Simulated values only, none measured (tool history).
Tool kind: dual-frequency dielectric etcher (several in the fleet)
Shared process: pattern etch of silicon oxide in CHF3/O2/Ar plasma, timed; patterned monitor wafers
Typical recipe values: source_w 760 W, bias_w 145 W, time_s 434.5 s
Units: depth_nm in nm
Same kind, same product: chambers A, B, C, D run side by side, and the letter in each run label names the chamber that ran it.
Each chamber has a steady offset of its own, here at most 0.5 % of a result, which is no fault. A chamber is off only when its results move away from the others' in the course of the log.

| run | hour | source_w | bias_w | time_s | read-back reference wafer on the same gauge, depth_nm | depth_nm |
|---|---|---|---|---|---|---|
| 1B | 6.3 | 760 | 145 | 434.5 | 948.54 | 882.56 |
| 2A | 12.2 | 760 | 145 | 434.5 | 948.90 | 885.57 |
| 3D | 18.3 | 760 | 145 | 434.5 | 948.61 | 885.33 |
| 4C | 29.3 | 760 | 145 | 434.5 | 948.38 | 873.10 |
| 5A | 40.0 | 760 | 145 | 434.5 | 947.66 | 876.53 |
| 6B | 49.1 | 760 | 145 | 434.5 | 947.76 | 875.79 |
| 7D | 59.5 | 760 | 145 | 434.5 | 947.29 | 874.41 |
| 8C | 70.0 | 760 | 145 | 434.5 | 948.43 | 880.27 |
| 9A | 77.7 | 760 | 145 | 434.5 | 947.01 | 870.06 |
| 10D | 87.5 | 760 | 145 | 434.5 | 948.71 | 877.60 |
| 11C | 95.3 | 760 | 145 | 434.5 | 949.75 | 879.59 |
| 12B | 103.4 | 760 | 145 | 434.5 | 948.29 | 876.85 |
| 13A | 112.0 | 760 | 145 | 434.5 | 947.59 | 873.44 |
| 14D | 117.8 | 760 | 145 | 434.5 | 947.34 | 867.52 |
| 15B | 126.4 | 760 | 145 | 434.5 | 947.84 | 875.39 |
| 16C | 133.9 | 760 | 145 | 434.5 | 947.76 | 880.94 |
| 17A | 140.7 | 760 | 145 | 434.5 | 948.77 | 874.84 |
|  | 146.1 | chamber A: source power generator calibrated |
| 18C | 152.4 | 850 | 145 | 509.5 | 948.78 | 1078.30 |
| 19D | 158.7 | 850 | 145 | 509.5 | 948.11 | 1086.20 |
| 20B | 167.8 | 850 | 145 | 509.5 | 948.21 | 1079.60 |
| 21C | 178.2 | 850 | 145 | 509.5 | 948.21 | 1074.10 |
| 22B | 187.0 | 760 | 145 | 434.5 | 947.58 | 875.10 |
| 23D | 195.9 | 760 | 145 | 434.5 | 947.98 | 875.59 |
| 24A | 201.9 | 760 | 145 | 434.5 | 947.20 | 881.93 |
|  | 203.9 | chamber A: wet clean of the chamber |
| 25B | 212.2 | 760 | 145 | 434.5 | 949.68 | 873.12 |
| 26D | 218.7 | 760 | 145 | 434.5 | 948.86 | 880.42 |
| 27A | 224.5 | 760 | 145 | 434.5 | 948.06 | 878.24 |

All 4 chambers run these settings next. Forecast each chamber's results:
| 28A | 233.0 | 760 | 145 | 366.0 |  | ? |
| 28B | 233.0 | 760 | 145 | 366.0 |  | ? |
| 28C | 233.0 | 760 | 145 | 366.0 |  | ? |
| 28D | 233.0 | 760 | 145 | 366.0 |  | ? |

| run | depth_nm |
|---|---|
| 28A | 742.76 |
| 28B | 748.62 |
| 28C | 742.07 |
| 28D | 747.68 |
